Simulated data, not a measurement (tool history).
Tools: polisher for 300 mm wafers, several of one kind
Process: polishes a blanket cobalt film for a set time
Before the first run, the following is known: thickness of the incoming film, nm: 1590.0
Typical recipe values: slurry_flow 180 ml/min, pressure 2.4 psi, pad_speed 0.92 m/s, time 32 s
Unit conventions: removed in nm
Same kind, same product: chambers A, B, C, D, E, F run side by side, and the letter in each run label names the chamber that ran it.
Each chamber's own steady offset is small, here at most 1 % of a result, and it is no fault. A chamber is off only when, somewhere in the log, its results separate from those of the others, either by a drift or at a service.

At hour 9: chamber A: worn pad replaced by a new one.
Run 1D, hour 16.4: usual settings. Result: removed 143.9 nm.
At hour 17.1: chamber E: worn pad replaced by a new one.
Run 2F, hour 27.2: usual settings. Result: removed 144.12 nm.
Run 3E, hour 38.5: usual settings. Result: removed 144.15 nm.
At hour 39.4: chamber E: head pressure recalibrated.
At hour 50.2: chamber D: slurry nozzle cleaned.
Run 4B, hour 53.1: usual settings. Result: removed 144.82 nm.
At hour 61.9: chamber B: worn pad replaced by a new one.
Run 5C, hour 63: usual settings. Result: removed 144.34 nm.
Run 6A, hour 75.2: usual settings. Result: removed 144 nm.
Run 7F, hour 88.1: usual settings but pressure 2.7 psi, pad_speed 0.72 m/s. Result: removed 126.49 nm.
At hour 90.4: chamber C: worn pad replaced by a new one.
At hour 95.6: chamber D: head pressure recalibrated.
Run 8E, hour 96.9: usual settings but pressure 2.7 psi, pad_speed 0.72 m/s. Result: removed 129.3 nm.
At hour 103.2: chamber F: worn pad replaced by a new one.
Run 9C, hour 112.5: usual settings but pressure 2.7 psi, pad_speed 0.72 m/s. Result: removed 126.39 nm.
At hour 115.8: chamber A: worn pad replaced by a new one.
Run 10D, hour 124.1: usual settings but pressure 2.7 psi, pad_speed 0.72 m/s. Result: removed 125.31 nm.
At hour 132.1: chamber A: slurry nozzle cleaned.
Run 11A, hour 139.6: usual settings but pressure 2.7 psi, pad_speed 0.72 m/s. Result: removed 128.81 nm.
Run 12B, hour 149.4: usual settings but pressure 2.7 psi, pad_speed 0.72 m/s. Result: removed 128.49 nm.
At hour 150: chamber E: worn pad replaced by a new one.
Run 13C, hour 157.2: usual settings. Result: removed 142.39 nm.
Run 14D, hour 172.1: usual settings. Result: removed 139.51 nm.
Run 15A, hour 182.1: usual settings. Result: removed 146.71 nm.
At hour 188.7: chamber C: worn pad replaced by a new one.
At hour 190.6: chamber B: worn pad replaced by a new one.
At hour 191.3: chamber E: slurry nozzle cleaned.
Run 16E, hour 191.7: usual settings. Result: removed 147.39 nm.
At hour 197.8: chamber F: worn pad replaced by a new one.
Run 17B, hour 204.7: usual settings. Result: removed 144.6 nm.
At hour 215: chamber F: head pressure recalibrated.
Run 18F, hour 218.9: usual settings. Result: removed 142.04 nm.
At hour 229.1: chamber F: slurry nozzle cleaned.
Run 19F, hour 232.2: usual settings. Result: removed 143.78 nm.
At hour 233.1: chamber A: worn pad replaced by a new one.
Run 20C, hour 245.7: usual settings. Result: removed 144.46 nm.
Run 21E, hour 262.2: usual settings. Result: removed 144.14 nm.
Run 22A, hour 272.2: usual settings. Result: removed 144.97 nm.
Run 23D, hour 279.9: usual settings but pad_speed 1.08 m/s. Result: removed 162.6 nm.
At hour 283.9: chamber E: worn pad replaced by a new one.
Run 24B, hour 295.7: usual settings but pad_speed 1.08 m/s. Result: removed 170.66 nm.
At hour 299.3: chamber C: worn pad replaced by a new one.
Run 25D, hour 310.6: usual settings but pad_speed 1.08 m/s. Result: removed 163.79 nm.
At hour 312: chamber B: worn pad replaced by a new one.
At hour 312.9: chamber F: worn pad replaced by a new one.
At hour 314.8: chamber B: head pressure recalibrated.
Run 26A, hour 326.7: usual settings but pad_speed 1.08 m/s. Result: removed 170.6 nm.
Run 27F, hour 335.9: usual settings but pad_speed 1.08 m/s. Result: removed 168.62 nm.
At hour 344: chamber A: worn pad replaced by a new one.
Run 28C, hour 346.5: usual settings but pad_speed 1.08 m/s. Result: removed 168.03 nm.
Run 29B, hour 353.8: usual settings. Result: removed 141.61 nm.
Run 30E, hour 368.6: usual settings. Result: removed 144.3 nm.
Run 31D, hour 376.3: usual settings but slurry_flow 240 ml/min, pressure 1.8 psi. Result: removed 107.58 nm.
At hour 382.5: chamber C: head pressure recalibrated.
Run 32A, hour 389.1: usual settings but slurry_flow 240 ml/min, pressure 1.8 psi. Result: removed 111.7 nm.
At hour 389.8: chamber C: slurry nozzle cleaned.
At hour 401.6: chamber C: worn pad replaced by a new one.
Run 33C, hour 404.8: usual settings but slurry_flow 240 ml/min, pressure 1.8 psi. Result: removed 112.06 nm.
At hour 406.6: chamber F: worn pad replaced by a new one.
Run 34B, hour 415.4: usual settings but slurry_flow 240 ml/min, pressure 1.8 psi. Result: removed 113.26 nm.
At hour 426.6: chamber B: worn pad replaced by a new one.
At hour 427.2: chamber E: worn pad replaced by a new one.
Run 35E, hour 432: usual settings but slurry_flow 240 ml/min, pressure 1.8 psi. Result: removed 111.56 nm.
At hour 437.4: chamber A: worn pad replaced by a new one.
Run 36F, hour 439.3: usual settings but slurry_flow 240 ml/min, pressure 1.8 psi. Result: removed 111.13 nm.
Run 37C, hour 455.4: usual settings. Result: removed 144.03 nm.
Run 38F, hour 465: usual settings. Result: removed 142.26 nm.
At hour 473.2: chamber D: head pressure recalibrated.
Run 39B, hour 477.6: usual settings. Result: removed 144.88 nm.
Run 40D, hour 485.2: usual settings. Result: removed 136.02 nm.
Run 41A, hour 496.5: usual settings. Result: removed 144.03 nm.
Run 42E, hour 510.6: usual settings. Result: removed 145.99 nm.
Run 43B, hour 522.5: usual settings. Result: removed 144.98 nm.

Which is it: a chamber that has drifted or been left off by a service, a gauge drift common to all chambers, or only each chamber's usual small offset? If a chamber is off, name it and its likeliest cause.

It is chamber D that slowly wanders off from its peers.
Most likely cause: removal rate lost through wear of the pad, % = 5.96.

Which of the 4 candidates below, each the usual settings with something changed and its results left as question marks, puts chamber D back in line with what the other chambers give on the usual settings?
In line means no further than this from the other chambers' mean on the usual settings: removed 4.9 nm
Run 44D-1, hour 534.5: usual settings but time 34 s. Result: removed ?.
Run 44D-2, hour 534.5: usual settings but time 36 s. Result: removed ?.
Run 44D-3, hour 534.5: usual settings but time 28 s. Result: removed ?.
Run 44D-4, hour 534.5: usual settings but pressure 2.3 psi, pad_speed 0.9 m/s. Result: removed ?.

Average result of the remaining chambers running the usual settings: removed 144.13 nm
  run  removed
44D-1    144.2
44D-2   152.68
44D-3   118.75
44D-4   127.19
The right change is 44D-1: it brings the chamber back within the allowed miss of the others.
